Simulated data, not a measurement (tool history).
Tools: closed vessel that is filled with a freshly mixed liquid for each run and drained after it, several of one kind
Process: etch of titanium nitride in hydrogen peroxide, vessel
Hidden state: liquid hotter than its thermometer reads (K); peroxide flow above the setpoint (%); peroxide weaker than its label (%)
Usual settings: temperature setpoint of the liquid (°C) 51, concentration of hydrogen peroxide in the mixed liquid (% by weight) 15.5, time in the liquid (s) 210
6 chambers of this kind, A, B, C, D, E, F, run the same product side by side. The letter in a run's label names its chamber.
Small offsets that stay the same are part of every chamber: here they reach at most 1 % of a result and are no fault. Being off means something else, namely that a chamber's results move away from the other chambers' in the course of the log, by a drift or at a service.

run	hour	temperature setpoint of the liquid (°C)	concentration of hydrogen peroxide in the mixed liquid (% by weight)	time in the liquid (s)	hours since the thermometer was replaced	hours since the peroxide flow meter was replaced	hours since the drum of peroxide was connected	read-back film thickness of the titanium nitride reference wafer, read on the same gauge (nm)	thickness taken off the titanium nitride on a monitor wafer (Å)
1E	6.4	51	15.5	210	346.8	1591.2	351.6	140	78.32
2C	15.6	51	15.5	210	1378.1	258.1	196.9	140.01	78.522
3F	26.4	51	15.5	210	351.6	369.4	1283.9	140.02	78.363
4B	33	51	15.5	210	905.6	803	271.1	140	78.463
5D	39.8	51	15.5	210	1522.7	617.7	379.4	140	78.501
# hour 44.9: chamber D: peroxide flow meter replaced
6A	46.5	51	15.5	210	206.9	1616.3	887.9	140	78.763
7D	58.2	51	15.5	210	1541.1	13.3	397.8	140.01	78.661
8E	70.4	51	15.5	210	410.8	1655.2	415.6	139.99	78.68
9F	81.9	51	15.5	210	407.1	424.9	1339.4	139.99	78.879
10A	89.7	51	15.5	210	250.1	1659.5	931.1	140.02	78.02
11C	101.2	51	15.5	210	1463.7	343.7	282.5	139.99	78.274
12B	108.8	51	15.5	210	981.4	878.8	346.9	139.99	77.899
13F	117.9	51	15.5	210	443.1	460.9	1375.4	140	80.046
14A	124	51	15.5	210	284.4	1693.8	965.4	140	78.371
15E	132.6	51	15.5	210	473	1717.4	477.8	140	77.673
16B	139.3	51	15.5	210	1011.9	909.3	377.4	140	78.793
# hour 144.7: chamber E: thermometer replaced
17C	151	51	15.5	210	1513.5	393.5	332.3	140	78.298
# hour 151.7: chamber B: peroxide flow meter replaced
# hour 158.8: chamber E: new drum of peroxide connected
18D	160.1	51	15.5	210	1643	115.2	499.7	139.99	78.115
19C	171.8	55	15.5	330	1534.3	414.3	353.1	139.99	163.57
20E	181.6	55	15.5	330	37	1766.4	22.8	139.99	166.84
21D	193.6	55	15.5	330	1676.5	148.7	533.2	139.98	162.36
22B	201.7	55	15.5	330	1074.3	50.1	439.8	140	163.25
23F	213.1	55	15.5	330	538.3	556.1	1470.6	140	172.67
24A	220.4	55	15.5	330	380.8	1790.2	1061.8	140.01	163.66
# hour 223.6: chamber F: new drum of peroxide connected
25A	228.7	51	15.5	210	389.1	1798.5	1070.1	139.99	78.204
26C	239.6	51	15.5	210	1602.1	482.1	420.9	139.98	78.441
27D	250.3	51	15.5	210	1733.2	205.4	589.9	140	78.081
# hour 260.8: chamber C: new drum of peroxide connected
28B	260.9	51	15.5	210	1133.5	109.3	499	139.98	77.836
29E	270.4	51	15.5	210	125.8	1855.2	111.6	140	78.678
30F	278.7	51	15.5	210	603.9	621.7	55.1	140.01	82.624
31A	286.8	51	15.5	210	447.2	1856.6	1128.2	140	77.987
32E	295	51	15.5	210	150.4	1879.8	136.2	140	77.921
33F	301.4	51	15.5	210	626.6	644.4	77.8	139.99	83.945
34D	309.3	51	15.5	315	1792.2	264.4	648.9	140.02	117.65
35C	320.8	51	15.5	315	1683.3	563.3	60	139.99	118.03
36B	329.3	51	15.5	315	1201.9	177.7	567.4	140	117.74
37C	335.6	51	15.5	315	1698.1	578.1	74.8	140.01	117.58

All 6 chambers run these settings next. Forecast each chamber's results:
38A	344.3	51	15.5	210					?
38B	344.3	51	15.5	210					?
38C	344.3	51	15.5	210					?
38D	344.3	51	15.5	210					?
38E	344.3	51	15.5	210					?
38F	344.3	51	15.5	210					?

run	thickness taken off the titanium nitride on a monitor wafer (Å)
38A	78.978
38B	79.112
38C	78.691
38D	78.688
38E	79.544
38F	84.779
